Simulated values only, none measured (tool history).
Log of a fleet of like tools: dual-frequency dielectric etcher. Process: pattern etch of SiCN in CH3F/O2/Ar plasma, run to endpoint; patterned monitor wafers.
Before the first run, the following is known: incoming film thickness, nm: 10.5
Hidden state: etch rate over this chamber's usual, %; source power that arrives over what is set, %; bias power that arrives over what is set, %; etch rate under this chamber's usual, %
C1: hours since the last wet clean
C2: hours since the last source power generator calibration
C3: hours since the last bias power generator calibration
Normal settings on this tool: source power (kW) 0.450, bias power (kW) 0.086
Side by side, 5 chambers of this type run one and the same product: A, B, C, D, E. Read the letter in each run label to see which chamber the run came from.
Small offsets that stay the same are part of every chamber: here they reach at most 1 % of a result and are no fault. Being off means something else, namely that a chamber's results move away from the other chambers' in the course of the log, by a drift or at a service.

-- hour=6.7 chamber E: wet clean of the chamber
run 1C hour=7.0 | source_power_(kW)=0.450 bias_power_(kW)=0.086 | C1=254.1 C2=2106.9 C3=3124.2 | endpoint_time_(s)=25.283
run 2B hour=13.4 | source_power_(kW)=0.450 bias_power_(kW)=0.086 | C1=512.5 C2=2694.7 C3=1826.7 | endpoint_time_(s)=25.179
run 3A hour=19.7 | source_power_(kW)=0.450 bias_power_(kW)=0.086 | C1=100.5 C2=411.5 C3=3150.2 | endpoint_time_(s)=25.353
run 4E hour=26.7 | source_power_(kW)=0.450 bias_power_(kW)=0.086 | C1=20.1 C2=804.8 C3=3448.1 | endpoint_time_(s)=24.812
run 5D hour=32.5 | source_power_(kW)=0.420 bias_power_(kW)=0.086 | C1=141.1 C2=1907.5 C3=2347.2 | endpoint_time_(s)=26.226
run 6E hour=40.1 | source_power_(kW)=0.420 bias_power_(kW)=0.086 | C1=33.5 C2=818.2 C3=3461.5 | endpoint_time_(s)=25.758
run 7B hour=46.9 | source_power_(kW)=0.420 bias_power_(kW)=0.086 | C1=546.0 C2=2728.2 C3=1860.2 | endpoint_time_(s)=26.020
run 8D hour=56.8 | source_power_(kW)=0.420 bias_power_(kW)=0.086 | C1=165.4 C2=1931.8 C3=2371.5 | endpoint_time_(s)=26.011
-- hour=61.6 chamber B: wet clean of the chamber
run 9A hour=66.0 | source_power_(kW)=0.420 bias_power_(kW)=0.086 | C1=146.8 C2=457.8 C3=3196.5 | endpoint_time_(s)=25.879
run 10C hour=74.5 | source_power_(kW)=0.450 bias_power_(kW)=0.086 | C1=321.6 C2=2174.4 C3=3191.7 | endpoint_time_(s)=25.454
run 11D hour=85.0 | source_power_(kW)=0.450 bias_power_(kW)=0.086 | C1=193.6 C2=1960.0 C3=2399.7 | endpoint_time_(s)=25.637
run 12E hour=94.5 | source_power_(kW)=0.450 bias_power_(kW)=0.086 | C1=87.9 C2=872.6 C3=3515.9 | endpoint_time_(s)=24.960
run 13B hour=101.9 | source_power_(kW)=0.450 bias_power_(kW)=0.086 | C1=40.4 C2=2783.2 C3=1915.2 | endpoint_time_(s)=25.207
run 14A hour=107.5 | source_power_(kW)=0.450 bias_power_(kW)=0.086 | C1=188.3 C2=499.3 C3=3238.0 | endpoint_time_(s)=24.745
run 15C hour=114.7 | source_power_(kW)=0.350 bias_power_(kW)=0.086 | C1=361.8 C2=2214.6 C3=3231.9 | endpoint_time_(s)=27.793
run 16D hour=123.7 | source_power_(kW)=0.350 bias_power_(kW)=0.086 | C1=232.3 C2=1998.7 C3=2438.4 | endpoint_time_(s)=27.745
-- hour=124.7 chamber C: source power generator calibrated
run 17C hour=132.9 | source_power_(kW)=0.350 bias_power_(kW)=0.086 | C1=380.0 C2=8.3 C3=3250.1 | endpoint_time_(s)=27.901
-- hour=141.4 chamber C: wet clean of the chamber
run 18B hour=143.5 | source_power_(kW)=0.350 bias_power_(kW)=0.086 | C1=82.0 C2=2824.8 C3=1956.8 | endpoint_time_(s)=27.600
run 19A hour=149.0 | source_power_(kW)=0.350 bias_power_(kW)=0.086 | C1=229.8 C2=540.8 C3=3279.5 | endpoint_time_(s)=27.324
run 20E hour=158.4 | source_power_(kW)=0.450 bias_power_(kW)=0.086 | C1=151.8 C2=936.5 C3=3579.8 | endpoint_time_(s)=24.904
run 21C hour=163.9 | source_power_(kW)=0.450 bias_power_(kW)=0.086 | C1=22.5 C2=39.3 C3=3281.1 | endpoint_time_(s)=25.285
run 22E hour=172.7 | source_power_(kW)=0.450 bias_power_(kW)=0.096 | C1=166.1 C2=950.8 C3=3594.1 | endpoint_time_(s)=24.027
run 23B hour=180.5 | source_power_(kW)=0.450 bias_power_(kW)=0.096 | C1=119.0 C2=2861.8 C3=1993.8 | endpoint_time_(s)=23.931
run 24D hour=186.4 | source_power_(kW)=0.450 bias_power_(kW)=0.096 | C1=295.0 C2=2061.4 C3=2501.1 | endpoint_time_(s)=24.360
run 25A hour=192.0 | source_power_(kW)=0.450 bias_power_(kW)=0.096 | C1=272.8 C2=583.8 C3=3322.5 | endpoint_time_(s)=23.883
run 26B hour=203.2 | source_power_(kW)=0.450 bias_power_(kW)=0.096 | C1=141.7 C2=2884.5 C3=2016.5 | endpoint_time_(s)=24.236
run 27A hour=212.9 | source_power_(kW)=0.450 bias_power_(kW)=0.086 | C1=293.7 C2=604.7 C3=3343.4 | endpoint_time_(s)=25.342
run 28D hour=219.5 | source_power_(kW)=0.450 bias_power_(kW)=0.086 | C1=328.1 C2=2094.5 C3=2534.2 | endpoint_time_(s)=25.337
run 29C hour=227.9 | source_power_(kW)=0.450 bias_power_(kW)=0.086 | C1=86.5 C2=103.3 C3=3345.1 | endpoint_time_(s)=25.275
run 30E hour=237.5 | source_power_(kW)=0.450 bias_power_(kW)=0.086 | C1=230.9 C2=1015.6 C3=3658.9 | endpoint_time_(s)=25.010
run 31C hour=246.5 | source_power_(kW)=0.540 bias_power_(kW)=0.070 | C1=105.1 C2=121.9 C3=3363.7 | endpoint_time_(s)=25.417
run 32A hour=253.9 | source_power_(kW)=0.540 bias_power_(kW)=0.070 | C1=334.7 C2=645.7 C3=3384.4 | endpoint_time_(s)=24.838
run 33B hour=260.4 | source_power_(kW)=0.540 bias_power_(kW)=0.070 | C1=198.9 C2=2941.7 C3=2073.7 | endpoint_time_(s)=25.241
run 34E hour=265.7 | source_power_(kW)=0.540 bias_power_(kW)=0.070 | C1=259.1 C2=1043.8 C3=3687.1 | endpoint_time_(s)=25.025
run 35D hour=272.3 | source_power_(kW)=0.540 bias_power_(kW)=0.070 | C1=380.9 C2=2147.3 C3=2587.0 | endpoint_time_(s)=25.533
run 36E hour=277.5 | source_power_(kW)=0.450 bias_power_(kW)=0.086 | C1=270.9 C2=1055.6 C3=3698.9 | endpoint_time_(s)=24.927
run 37C hour=287.9 | source_power_(kW)=0.450 bias_power_(kW)=0.086 | C1=146.5 C2=163.3 C3=3405.1 | endpoint_time_(s)=25.290
run 38A hour=297.9 | source_power_(kW)=0.450 bias_power_(kW)=0.086 | C1=378.7 C2=689.7 C3=3428.4 | endpoint_time_(s)=25.111

Predict what each chamber gives when all 5 of them run the settings below next.
run 39A hour=306.1 | source_power_(kW)=0.390 bias_power_(kW)=0.086 | endpoint_time_(s)=?
run 39B hour=306.1 | source_power_(kW)=0.390 bias_power_(kW)=0.086 | endpoint_time_(s)=?
run 39C hour=306.1 | source_power_(kW)=0.390 bias_power_(kW)=0.086 | endpoint_time_(s)=?
run 39D hour=306.1 | source_power_(kW)=0.390 bias_power_(kW)=0.086 | endpoint_time_(s)=?
run 39E hour=306.1 | source_power_(kW)=0.390 bias_power_(kW)=0.086 | endpoint_time_(s)=?

run=39A endpoint_time_(s)=26.256
run=39B endpoint_time_(s)=26.603
run=39C endpoint_time_(s)=26.404
run=39D endpoint_time_(s)=26.742
run=39E endpoint_time_(s)=26.541
